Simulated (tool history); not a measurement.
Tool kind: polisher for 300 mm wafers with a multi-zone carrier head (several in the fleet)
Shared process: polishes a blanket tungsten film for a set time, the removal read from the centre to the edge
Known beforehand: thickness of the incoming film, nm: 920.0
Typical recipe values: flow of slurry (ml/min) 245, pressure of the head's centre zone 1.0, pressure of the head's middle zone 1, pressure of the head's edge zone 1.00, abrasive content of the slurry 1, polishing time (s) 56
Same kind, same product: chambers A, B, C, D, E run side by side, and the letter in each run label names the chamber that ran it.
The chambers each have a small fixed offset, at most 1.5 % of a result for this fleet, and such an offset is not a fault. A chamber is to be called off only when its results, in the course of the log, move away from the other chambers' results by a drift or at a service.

| run | hour | flow of slurry (ml/min) | pressure of the head's centre zone | pressure of the head's middle zone | pressure of the head's edge zone | abrasive content of the slurry | polishing time (s) | wafers polished on this pad | hours since the slurry nozzle was cleaned | hours since the centre zone pressure was calibrated | hours since the edge zone pressure was calibrated | film removed at the wafer's centre (Å) | film removed at mid-radius (Å) | film removed at the wafer's edge (Å) |
|---|---|---|---|---|---|---|---|---|---|---|---|---|---|---|
| 1D | 7.1 | 245 | 1.0 | 1 | 1.00 | 1 | 56 | 424 | 64.7 | 950.9 | 337.0 | 2207.7 | 2228.4 | 2207.0 |
| 2B | 11.3 | 245 | 1.0 | 1 | 1.00 | 1 | 56 | 783 | 306.4 | 508.9 | 361.8 | 2204.9 | 2210.5 | 2165.9 |
| 3A | 15.9 | 245 | 1.0 | 1 | 1.00 | 1 | 56 | 915 | 84.4 | 160.0 | 455.2 | 2210.8 | 2193.5 | 2184.6 |
|  | 17.9 | chamber C: centre zone pressure recalibrated |
| 4C | 20.1 | 245 | 1.0 | 1 | 1.00 | 1 | 56 | 655 | 297.7 | 2.3 | 854.5 | 2170.3 | 2221.8 | 2205.9 |
| 5E | 26.2 | 245 | 1.0 | 1 | 1.00 | 1 | 56 | 186 | 268.5 | 232.3 | 573.6 | 2194.2 | 2159.9 | 2207.4 |
| 6B | 34.2 | 245 | 1.0 | 1 | 1.00 | 1 | 56 | 922 | 329.3 | 531.8 | 384.7 | 2189.3 | 2190.4 | 2153.7 |
| 7C | 40.2 | 245 | 1.0 | 1 | 1.00 | 1 | 56 | 777 | 317.8 | 22.4 | 874.6 | 2139.6 | 2180.1 | 2182.9 |
| 8D | 48.1 | 245 | 1.0 | 1 | 1.00 | 1 | 56 | 673 | 105.7 | 991.9 | 378.0 | 2178.5 | 2184.7 | 2159.9 |
|  | 51.8 | chamber B: edge zone pressure recalibrated |
| 9A | 57.1 | 245 | 1.0 | 1 | 1.00 | 1 | 56 | 1165 | 125.6 | 201.2 | 496.4 | 2183.1 | 2186.7 | 2200.6 |
|  | 58.5 | chamber B: centre zone pressure recalibrated |
| 10E | 63.9 | 245 | 1.0 | 1 | 1.00 | 1 | 56 | 415 | 306.2 | 270.0 | 611.3 | 2197.4 | 2168.2 | 2206.7 |
| 11E | 71.1 | 245 | 1.0 | 1 | 1.08 | 1 | 49 | 459 | 313.4 | 277.2 | 618.5 | 1915.2 | 1892.7 | 2005.1 |
|  | 75.5 | chamber C: edge zone pressure recalibrated |
| 12B | 77.0 | 245 | 1.0 | 1 | 1.08 | 1 | 49 | 1182 | 372.1 | 18.5 | 25.3 | 1895.4 | 1928.7 | 2008.3 |
| 13C | 84.8 | 245 | 1.0 | 1 | 1.08 | 1 | 49 | 1048 | 362.4 | 67.0 | 9.4 | 1870.2 | 1878.2 | 1954.7 |
| 14A | 90.3 | 245 | 1.0 | 1 | 1.08 | 1 | 49 | 1366 | 158.8 | 234.4 | 529.6 | 1919.1 | 1905.2 | 2009.0 |
|  | 94.8 | chamber A: worn pad replaced by a new one |
| 15D | 95.4 | 245 | 1.0 | 1 | 1.08 | 1 | 49 | 960 | 153.0 | 1039.2 | 425.3 | 1927.0 | 1948.1 | 2009.0 |
|  | 97.8 | chamber B: worn pad replaced by a new one |
|  | 99.0 | chamber D: centre zone pressure recalibrated |
| 16B | 101.8 | 245 | 1.0 | 1 | 1.00 | 1 | 41 | 24 | 396.9 | 43.3 | 50.1 | 1625.1 | 1602.2 | 1604.1 |
| 17C | 110.1 | 245 | 1.0 | 1 | 1.00 | 1 | 41 | 1201 | 387.7 | 92.3 | 34.7 | 1555.3 | 1559.5 | 1543.2 |
| 18E | 118.6 | 245 | 1.0 | 1 | 1.00 | 1 | 41 | 747 | 360.9 | 324.7 | 666.0 | 1621.6 | 1584.8 | 1562.4 |
|  | 121.9 | chamber E: edge zone pressure recalibrated |
| 19D | 125.6 | 245 | 1.0 | 1 | 1.00 | 1 | 41 | 1143 | 183.2 | 26.7 | 455.5 | 1581.6 | 1604.7 | 1605.4 |
| 20A | 133.8 | 245 | 1.0 | 1 | 1.00 | 1 | 41 | 237 | 202.3 | 277.9 | 573.1 | 1629.6 | 1599.6 | 1630.3 |
| 21B | 141.1 | 245 | 1.0 | 1 | 1.00 | 1 | 66 | 262 | 436.2 | 82.6 | 89.4 | 2582.1 | 2610.8 | 2590.9 |
| 22C | 148.2 | 245 | 1.0 | 1 | 1.00 | 1 | 66 | 1433 | 425.8 | 130.4 | 72.8 | 2482.2 | 2503.4 | 2500.2 |
| 23E | 154.2 | 245 | 1.0 | 1 | 1.00 | 1 | 66 | 963 | 396.5 | 360.3 | 32.3 | 2574.2 | 2538.3 | 2564.0 |
|  | 162.5 | chamber D: worn pad replaced by a new one |
| 24A | 163.2 | 245 | 1.0 | 1 | 1.00 | 1 | 66 | 415 | 231.7 | 307.3 | 602.5 | 2612.0 | 2629.4 | 2588.4 |
| 25D | 168.1 | 245 | 1.0 | 1 | 1.00 | 1 | 66 | 34 | 225.7 | 69.2 | 498.0 | 2531.4 | 2582.3 | 2614.2 |
| 26D | 174.0 | 245 | 1.1 | 1 | 1.00 | 1 | 56 | 69 | 231.6 | 75.1 | 503.9 | 2416.5 | 2185.9 | 2246.1 |
| 27C | 182.7 | 245 | 1.1 | 1 | 1.00 | 1 | 56 | 1642 | 460.3 | 164.9 | 107.3 | 2293.3 | 2073.4 | 2105.2 |
| 28B | 187.1 | 245 | 1.1 | 1 | 1.00 | 1 | 56 | 541 | 482.2 | 128.6 | 135.4 | 2472.8 | 2185.0 | 2173.7 |
| 29A | 191.9 | 245 | 1.1 | 1 | 1.00 | 1 | 56 | 589 | 260.4 | 336.0 | 631.2 | 2463.4 | 2196.2 | 2216.5 |
|  | 196.7 | chamber E: worn pad replaced by a new one |
| 30E | 198.7 | 245 | 1.1 | 1 | 1.00 | 1 | 56 | 12 | 441.0 | 404.8 | 76.8 | 2438.3 | 2149.8 | 2216.0 |
| 31C | 203.2 | 245 | 1.0 | 1 | 1.00 | 1 | 56 | 1766 | 480.8 | 185.4 | 127.8 | 2047.1 | 2071.1 | 2085.9 |
|  | 207.2 | chamber B: slurry nozzle cleaned |
| 32A | 207.5 | 245 | 1.0 | 1 | 1.00 | 1 | 56 | 684 | 276.0 | 351.6 | 646.8 | 2169.0 | 2227.6 | 2176.9 |
|  | 213.0 | chamber C: slurry nozzle cleaned |
| 33D | 215.4 | 245 | 1.0 | 1 | 1.00 | 1 | 56 | 321 | 273.0 | 116.5 | 545.3 | 2208.1 | 2202.5 | 2170.6 |
| 34B | 222.4 | 245 | 1.0 | 1 | 1.00 | 1 | 56 | 756 | 15.3 | 163.9 | 170.7 | 2206.1 | 2208.1 | 2142.6 |
| 35E | 227.5 | 245 | 1.0 | 1 | 1.00 | 1 | 56 | 187 | 469.8 | 433.6 | 105.6 | 2163.1 | 2147.9 | 2138.1 |
| 36E | 232.4 | 245 | 1.0 | 1 | 1.00 | 1 | 56 | 216 | 474.7 | 438.5 | 110.5 | 2176.5 | 2154.3 | 2170.9 |
| 37D | 236.5 | 245 | 1.0 | 1 | 1.00 | 1 | 56 | 449 | 294.1 | 137.6 | 566.4 | 2205.4 | 2210.5 | 2215.7 |
| 38A | 240.7 | 245 | 1.0 | 1 | 1.00 | 1 | 56 | 885 | 309.2 | 384.8 | 680.0 | 2182.6 | 2190.6 | 2136.1 |
| 39B | 248.7 | 245 | 1.0 | 1 | 1.00 | 1 | 56 | 915 | 41.6 | 190.2 | 197.0 | 2203.4 | 2212.0 | 2239.5 |
| 40C | 254.0 | 245 | 1.0 | 1 | 1.00 | 1 | 56 | 2075 | 41.0 | 236.2 | 178.6 | 2047.2 | 2040.2 | 2066.1 |
| 41B | 259.2 | 245 | 1.0 | 1 | 1.00 | 1 | 56 | 979 | 52.1 | 200.7 | 207.5 | 2197.1 | 2227.6 | 2151.3 |
| 42C | 263.3 | 245 | 1.0 | 1 | 1.00 | 1 | 56 | 2131 | 50.3 | 245.5 | 187.9 | 2029.1 | 2033.7 | 2028.8 |

What goes on in this fleet: one chamber off, a drifting gauge, or nothing beyond the chambers' own small offsets? Name the chamber and the cause, if any.

Chamber C drifts away from the others.
Most likely cause: removal rate lost through wear of the pad, % = 8.28.

Which of the 4 candidates below, each the usual settings with something changed and its results left as question marks, puts chamber C back in line with what the other chambers give on the usual settings?
Allowed miss from the other chambers' usual-settings mean, per result, to count as in line: film removed at the wafer's centre (Å) 71.0; film removed at mid-radius (Å) 47.0; film removed at the wafer's edge (Å) 99.0
| 43C-1 | 269.8 | 245 | 1.00 | 1 | 1.00 | 1 | 58 |  |  |  |  | ? | ? | ? |
| 43C-2 | 269.8 | 245 | 1.00 | 1 | 1.00 | 1 | 54 |  |  |  |  | ? | ? | ? |
| 43C-3 | 269.8 | 245 | 0.99 | 1 | 1.00 | 1 | 52 |  |  |  |  | ? | ? | ? |
| 43C-4 | 269.8 | 245 | 1.01 | 1 | 1.00 | 1 | 61 |  |  |  |  | ? | ? | ? |

On the usual settings, the other chambers give on average: film removed at the wafer's centre (Å) 2192.0; film removed at mid-radius (Å) 2190.2; film removed at the wafer's edge (Å) 2189.1
| run | film removed at the wafer's centre (Å) | film removed at mid-radius (Å) | film removed at the wafer's edge (Å) |
|---|---|---|---|
| 43C-1 | 2079.8 | 2104.2 | 2106.3 |
| 43C-2 | 1936.3 | 1959.1 | 1961.1 |
| 43C-3 | 1844.5 | 1886.6 | 1888.4 |
| 43C-4 | 2211.0 | 2212.9 | 2215.3 |
The answer is 43C-4, which returns the chamber to within the allowed miss of the others.
